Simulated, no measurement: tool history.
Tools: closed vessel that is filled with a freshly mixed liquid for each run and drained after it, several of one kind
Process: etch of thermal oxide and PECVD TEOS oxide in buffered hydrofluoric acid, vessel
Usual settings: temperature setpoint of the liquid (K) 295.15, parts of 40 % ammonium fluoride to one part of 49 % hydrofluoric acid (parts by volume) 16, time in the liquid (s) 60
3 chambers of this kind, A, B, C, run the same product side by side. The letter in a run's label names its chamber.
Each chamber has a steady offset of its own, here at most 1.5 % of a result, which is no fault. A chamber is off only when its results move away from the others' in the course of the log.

| run | hour | temperature setpoint of the liquid (K) | parts of 40 % ammonium fluoride to one part of 49 % hydrofluoric acid (parts by volume) | time in the liquid (s) | read-back film thickness of the thermal oxide reference wafer, read on the same gauge (nm) | read-back film thickness of the PECVD TEOS oxide reference wafer, read on the same gauge (nm) | thickness taken off the thermal oxide on a monitor wafer (nm) | thickness taken off the PECVD TEOS oxide on a monitor wafer (nm) |
|---|---|---|---|---|---|---|---|---|
| 1A | 10.7 | 295.15 | 16 | 60 | 40.020 | 89.979 | 40.205 | 42.709 |
| 2B | 22.8 | 295.15 | 16 | 60 | 40.002 | 90.003 | 40.523 | 41.786 |
| 3C | 37.6 | 295.15 | 16 | 60 | 39.988 | 90.013 | 40.073 | 42.651 |
|  | 39.8 | chamber B: thermometer replaced |
| 4A | 47.6 | 295.15 | 16 | 60 | 40.016 | 89.999 | 40.444 | 42.456 |
| 5B | 61.5 | 290.15 | 16 | 30 | 40.006 | 90.017 | 15.340 | 15.849 |
| 6C | 72.5 | 290.15 | 16 | 30 | 40.009 | 89.983 | 15.193 | 15.695 |
| 7C | 80.6 | 290.15 | 16 | 30 | 40.016 | 89.961 | 15.184 | 15.767 |
| 8A | 90.2 | 295.15 | 16 | 60 | 39.997 | 89.989 | 40.018 | 42.184 |
| 9B | 103.5 | 295.15 | 16 | 60 | 40.026 | 90.007 | 40.272 | 41.733 |
| 10C | 115.4 | 295.15 | 16 | 60 | 40.018 | 90.009 | 39.984 | 42.059 |
| 11A | 126.1 | 295.15 | 16 | 60 | 39.989 | 89.973 | 40.062 | 41.591 |
| 12B | 140.1 | 295.15 | 16 | 60 | 39.994 | 90.020 | 40.461 | 42.058 |
| 13C | 153.9 | 295.15 | 16 | 60 | 39.997 | 90.003 | 40.499 | 41.279 |
| 14B | 167.8 | 295.15 | 16 | 60 | 39.985 | 90.038 | 40.398 | 42.234 |
| 15A | 179.6 | 292.65 | 16 | 60 | 39.985 | 90.022 | 34.782 | 36.428 |
| 16A | 192.8 | 292.65 | 16 | 60 | 39.979 | 89.990 | 34.952 | 37.192 |
| 17B | 201.7 | 292.65 | 16 | 60 | 39.988 | 89.980 | 35.179 | 37.012 |
| 18C | 215.9 | 295.15 | 16 | 60 | 39.966 | 89.976 | 40.699 | 41.796 |
| 19A | 227.5 | 295.15 | 16 | 60 | 40.011 | 90.041 | 40.007 | 42.135 |
| 20C | 239.9 | 295.15 | 16 | 60 | 39.995 | 90.026 | 40.520 | 41.624 |
| 21B | 252.6 | 295.15 | 16 | 60 | 39.980 | 89.981 | 40.682 | 42.371 |
| 22B | 263.4 | 295.15 | 16 | 60 | 40.011 | 90.020 | 40.371 | 42.661 |

Is one chamber off against the others, does the gauge drift, or is nothing wrong? If a chamber is off, say which, and what the likeliest cause is.

No chamber stands off beyond its own small offset, and the gauge holds steady.
